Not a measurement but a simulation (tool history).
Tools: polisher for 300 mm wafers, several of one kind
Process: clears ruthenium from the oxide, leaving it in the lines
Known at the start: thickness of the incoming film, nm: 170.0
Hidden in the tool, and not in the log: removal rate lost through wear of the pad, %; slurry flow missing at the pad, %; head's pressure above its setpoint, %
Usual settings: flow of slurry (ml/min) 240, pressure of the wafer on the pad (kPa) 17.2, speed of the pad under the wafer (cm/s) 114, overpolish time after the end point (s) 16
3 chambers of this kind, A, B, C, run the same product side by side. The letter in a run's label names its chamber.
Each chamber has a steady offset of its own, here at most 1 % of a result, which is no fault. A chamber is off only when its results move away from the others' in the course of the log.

| run | hour | flow of slurry (ml/min) | pressure of the wafer on the pad (kPa) | speed of the pad under the wafer (cm/s) | overpolish time after the end point (s) | wafers polished on this pad | hours since the slurry nozzle was cleaned | hours since the head pressure was calibrated | time until the end point was called (s) |
|---|---|---|---|---|---|---|---|---|---|
|  | 3.1 | chamber C: worn pad replaced by a new one |
| 1C | 10.2 | 240 | 17.2 | 114 | 16 | 34 | 262.6 | 337.2 | 116.20 |
| 2A | 15.4 | 240 | 17.2 | 114 | 16 | 494 | 134.5 | 450.0 | 115.11 |
| 3B | 23.6 | 240 | 17.2 | 114 | 16 | 1008 | 438.8 | 161.4 | 119.58 |
| 4A | 32.9 | 240 | 17.2 | 114 | 16 | 580 | 152.0 | 467.5 | 116.63 |
| 5B | 39.7 | 240 | 17.2 | 114 | 16 | 1086 | 454.9 | 177.5 | 113.97 |
| 6C | 50.7 | 240 | 17.2 | 114 | 16 | 232 | 303.1 | 377.7 | 116.30 |
| 7A | 57.6 | 240 | 17.2 | 114 | 16 | 700 | 176.7 | 492.2 | 115.44 |
|  | 62.3 | chamber C: slurry nozzle cleaned |
| 8C | 69.2 | 240 | 17.2 | 114 | 16 | 323 | 6.9 | 396.2 | 112.92 |
| 9B | 77.3 | 240 | 17.2 | 114 | 16 | 1270 | 492.5 | 215.1 | 114.31 |
| 10C | 86.9 | 240 | 17.2 | 114 | 16 | 410 | 24.6 | 413.9 | 114.21 |
| 11B | 93.1 | 240 | 17.2 | 114 | 16 | 1348 | 508.3 | 230.9 | 119.02 |
| 12A | 104.6 | 240 | 17.2 | 114 | 16 | 930 | 223.7 | 539.2 | 119.23 |
|  | 106.6 | chamber B: worn pad replaced by a new one |
| 13C | 111.0 | 240 | 17.2 | 114 | 16 | 527 | 48.7 | 438.0 | 115.26 |
|  | 114.3 | chamber A: head pressure recalibrated |
| 14B | 117.1 | 240 | 17.2 | 74 | 16 | 51 | 532.3 | 254.9 | 175.62 |
| 15A | 124.1 | 240 | 17.2 | 74 | 16 | 1026 | 243.2 | 9.8 | 184.13 |
| 16A | 131.4 | 240 | 17.2 | 74 | 16 | 1061 | 250.5 | 17.1 | 184.95 |
| 17C | 137.2 | 240 | 17.2 | 114 | 16 | 656 | 74.9 | 464.2 | 113.26 |
| 18B | 145.2 | 240 | 17.2 | 114 | 16 | 189 | 560.4 | 283.0 | 116.07 |
| 19C | 150.2 | 240 | 17.2 | 114 | 16 | 719 | 87.9 | 477.2 | 119.41 |
| 20B | 156.0 | 240 | 13.8 | 114 | 16 | 242 | 571.2 | 293.8 | 140.16 |
| 21A | 165.9 | 240 | 13.8 | 114 | 16 | 1230 | 285.0 | 51.6 | 159.01 |
| 22B | 174.6 | 240 | 13.8 | 114 | 16 | 333 | 589.8 | 312.4 | 144.68 |
| 23C | 183.6 | 240 | 17.2 | 114 | 16 | 883 | 121.3 | 510.6 | 118.66 |
| 24A | 189.6 | 240 | 17.2 | 114 | 16 | 1346 | 308.7 | 75.3 | 121.32 |
| 25B | 198.0 | 240 | 17.2 | 114 | 24 | 447 | 613.2 | 335.8 | 113.59 |
| 26A | 204.8 | 240 | 17.2 | 114 | 24 | 1421 | 323.9 | 90.5 | 123.32 |
| 27C | 212.5 | 240 | 17.2 | 114 | 24 | 1024 | 150.2 | 539.5 | 111.81 |
| 28A | 218.5 | 240 | 17.2 | 114 | 16 | 1488 | 337.6 | 104.2 | 128.11 |
| 29B | 224.3 | 240 | 17.2 | 114 | 16 | 576 | 639.5 | 362.1 | 114.42 |
| 30C | 235.0 | 240 | 17.2 | 114 | 16 | 1134 | 172.7 | 562.0 | 117.94 |
| 31C | 242.3 | 240 | 17.2 | 114 | 16 | 1170 | 180.0 | 569.3 | 116.14 |
| 32A | 251.7 | 240 | 17.2 | 114 | 16 | 1650 | 370.8 | 137.4 | 130.43 |
|  | 252.8 | chamber B: head pressure recalibrated |
| 33B | 260.3 | 240 | 17.2 | 114 | 16 | 752 | 675.5 | 7.6 | 116.79 |

Is one chamber off against the others, does the gauge drift, or is nothing wrong? If a chamber is off, say which, and what the likeliest cause is.

Chamber A drifts away from the others.
Cause: removal rate lost through wear of the pad, % = 10.7.

Here are 4 candidates for chamber A's next run, each the usual settings with a change, their results left as question marks. Which one brings its results back in line with what the others give on the usual settings?
In line means no further than this from the other chambers' mean on the usual settings: time until the end point was called (s) 7.20
| 34A-1 | 268.6 | 235 | 15.2 | 102 | 16 |  |  |  | ? |
| 34A-2 | 268.6 | 240 | 18.6 | 120 | 16 |  |  |  | ? |
| 34A-3 | 268.6 | 240 | 15.9 | 108 | 16 |  |  |  | ? |
| 34A-4 | 268.6 | 240 | 21.4 | 114 | 16 |  |  |  | ? |

The other chambers' mean on the usual settings: time until the end point was called (s) 115.47
| run | time until the end point was called (s) |
|---|---|
| 34A-1 | 167.42 |
| 34A-2 | 115.44 |
| 34A-3 | 150.82 |
| 34A-4 | 105.61 |
34A-2 brings the chamber back in line.

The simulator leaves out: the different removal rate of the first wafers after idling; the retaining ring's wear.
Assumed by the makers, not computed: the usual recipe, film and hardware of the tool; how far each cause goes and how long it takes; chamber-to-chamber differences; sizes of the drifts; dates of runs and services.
